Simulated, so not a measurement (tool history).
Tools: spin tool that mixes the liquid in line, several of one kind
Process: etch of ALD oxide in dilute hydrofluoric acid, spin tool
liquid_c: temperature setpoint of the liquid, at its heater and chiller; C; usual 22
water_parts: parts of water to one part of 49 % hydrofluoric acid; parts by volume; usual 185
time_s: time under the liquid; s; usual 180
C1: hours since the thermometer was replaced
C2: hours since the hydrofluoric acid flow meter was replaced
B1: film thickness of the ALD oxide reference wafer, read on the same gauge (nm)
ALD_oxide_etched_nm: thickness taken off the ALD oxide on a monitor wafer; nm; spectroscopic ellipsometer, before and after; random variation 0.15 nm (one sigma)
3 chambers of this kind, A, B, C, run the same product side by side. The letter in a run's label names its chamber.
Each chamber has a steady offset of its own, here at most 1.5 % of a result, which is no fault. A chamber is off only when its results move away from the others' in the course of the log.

{"run": "1A", "day": 0.25, "liquid_c": 22, "water_parts": 185, "time_s": 180, "C1": 945.5, "C2": 1941.9, "B1": 130.01, "ALD_oxide_etched_nm": 25.743}
{"run": "2B", "day": 0.462, "liquid_c": 22, "water_parts": 185, "time_s": 180, "C1": 159.0, "C2": 570.9, "B1": 129.99, "ALD_oxide_etched_nm": 26.264}
{"run": "3C", "day": 0.667, "liquid_c": 22, "water_parts": 185, "time_s": 180, "C1": 516.8, "C2": 746.5, "B1": 129.99, "ALD_oxide_etched_nm": 26.243}
{"run": "4C", "day": 0.888, "liquid_c": 22, "water_parts": 185, "time_s": 180, "C1": 522.1, "C2": 751.8, "B1": 129.99, "ALD_oxide_etched_nm": 26.329}
{"run": "5A", "day": 1.2, "liquid_c": 22, "water_parts": 185, "time_s": 180, "C1": 968.3, "C2": 1964.7, "B1": 129.98, "ALD_oxide_etched_nm": 25.857}
{"run": "6B", "day": 1.608, "liquid_c": 22, "water_parts": 185, "time_s": 180, "C1": 186.5, "C2": 598.4, "B1": 130.0, "ALD_oxide_etched_nm": 26.054}
{"run": "7B", "day": 1.979, "liquid_c": 22, "water_parts": 185, "time_s": 180, "C1": 195.4, "C2": 607.3, "B1": 129.99, "ALD_oxide_etched_nm": 26.342}
{"run": "8C", "day": 2.233, "liquid_c": 22, "water_parts": 185, "time_s": 180, "C1": 554.4, "C2": 784.1, "B1": 130.0, "ALD_oxide_etched_nm": 26.686}
{"run": "9A", "day": 2.675, "liquid_c": 22, "water_parts": 185, "time_s": 180, "C1": 1003.7, "C2": 2000.1, "B1": 129.99, "ALD_oxide_etched_nm": 25.824}
{"run": "10C", "day": 2.912, "liquid_c": 22, "water_parts": 240, "time_s": 75, "C1": 570.7, "C2": 800.4, "B1": 130.02, "ALD_oxide_etched_nm": 7.9039}
{"run": "11B", "day": 3.133, "liquid_c": 22, "water_parts": 240, "time_s": 75, "C1": 223.1, "C2": 635.0, "B1": 130.02, "ALD_oxide_etched_nm": 7.9826}
{"run": "12A", "day": 3.538, "liquid_c": 22, "water_parts": 240, "time_s": 75, "C1": 1024.4, "C2": 2020.8, "B1": 130.01, "ALD_oxide_etched_nm": 7.9254}
{"run": "13C", "day": 3.95, "liquid_c": 22, "water_parts": 185, "time_s": 80, "C1": 595.6, "C2": 825.3, "B1": 129.98, "ALD_oxide_etched_nm": 11.345}
{"run": "14A", "day": 4.183, "liquid_c": 22, "water_parts": 185, "time_s": 80, "C1": 1039.9, "C2": 2036.3, "B1": 130.0, "ALD_oxide_etched_nm": 11.554}
{"run": "15B", "day": 4.442, "liquid_c": 22, "water_parts": 185, "time_s": 80, "C1": 254.5, "C2": 666.4, "B1": 130.01, "ALD_oxide_etched_nm": 11.654}
{"run": "16A", "day": 4.692, "liquid_c": 22, "water_parts": 185, "time_s": 180, "C1": 1052.1, "C2": 2048.5, "B1": 130.05, "ALD_oxide_etched_nm": 25.893}
{"run": "17B", "day": 5.05, "liquid_c": 22, "water_parts": 185, "time_s": 180, "C1": 269.1, "C2": 681.0, "B1": 130.01, "ALD_oxide_etched_nm": 26.357}
{"run": "18C", "day": 5.254, "liquid_c": 22, "water_parts": 235, "time_s": 180, "C1": 626.9, "C2": 856.6, "B1": 129.97, "ALD_oxide_etched_nm": 18.894}
{"run": "19B", "day": 5.546, "liquid_c": 22, "water_parts": 235, "time_s": 180, "C1": 281.0, "C2": 692.9, "B1": 130.04, "ALD_oxide_etched_nm": 19.565}
{"run": "20C", "day": 5.942, "liquid_c": 22, "water_parts": 235, "time_s": 180, "C1": 643.4, "C2": 873.1, "B1": 129.98, "ALD_oxide_etched_nm": 18.631}
{"run": "21A", "day": 6.254, "liquid_c": 22, "water_parts": 185, "time_s": 180, "C1": 1089.6, "C2": 2086.0, "B1": 130.01, "ALD_oxide_etched_nm": 25.995}
{"run": "22B", "day": 6.458, "liquid_c": 22, "water_parts": 185, "time_s": 180, "C1": 302.9, "C2": 714.8, "B1": 130.01, "ALD_oxide_etched_nm": 26.209}

All 3 chambers run these settings next. Forecast each chamber's results:
{"run": "23A", "day": 6.788, "liquid_c": 22, "water_parts": 185, "time_s": 180, "ALD_oxide_etched_nm": "?"}
{"run": "23B", "day": 6.788, "liquid_c": 22, "water_parts": 185, "time_s": 180, "ALD_oxide_etched_nm": "?"}
{"run": "23C", "day": 6.788, "liquid_c": 22, "water_parts": 185, "time_s": 180, "ALD_oxide_etched_nm": "?"}

run=23A ALD_oxide_etched_nm=25.8920
run=23B ALD_oxide_etched_nm=26.3520
run=23C ALD_oxide_etched_nm=24.3670
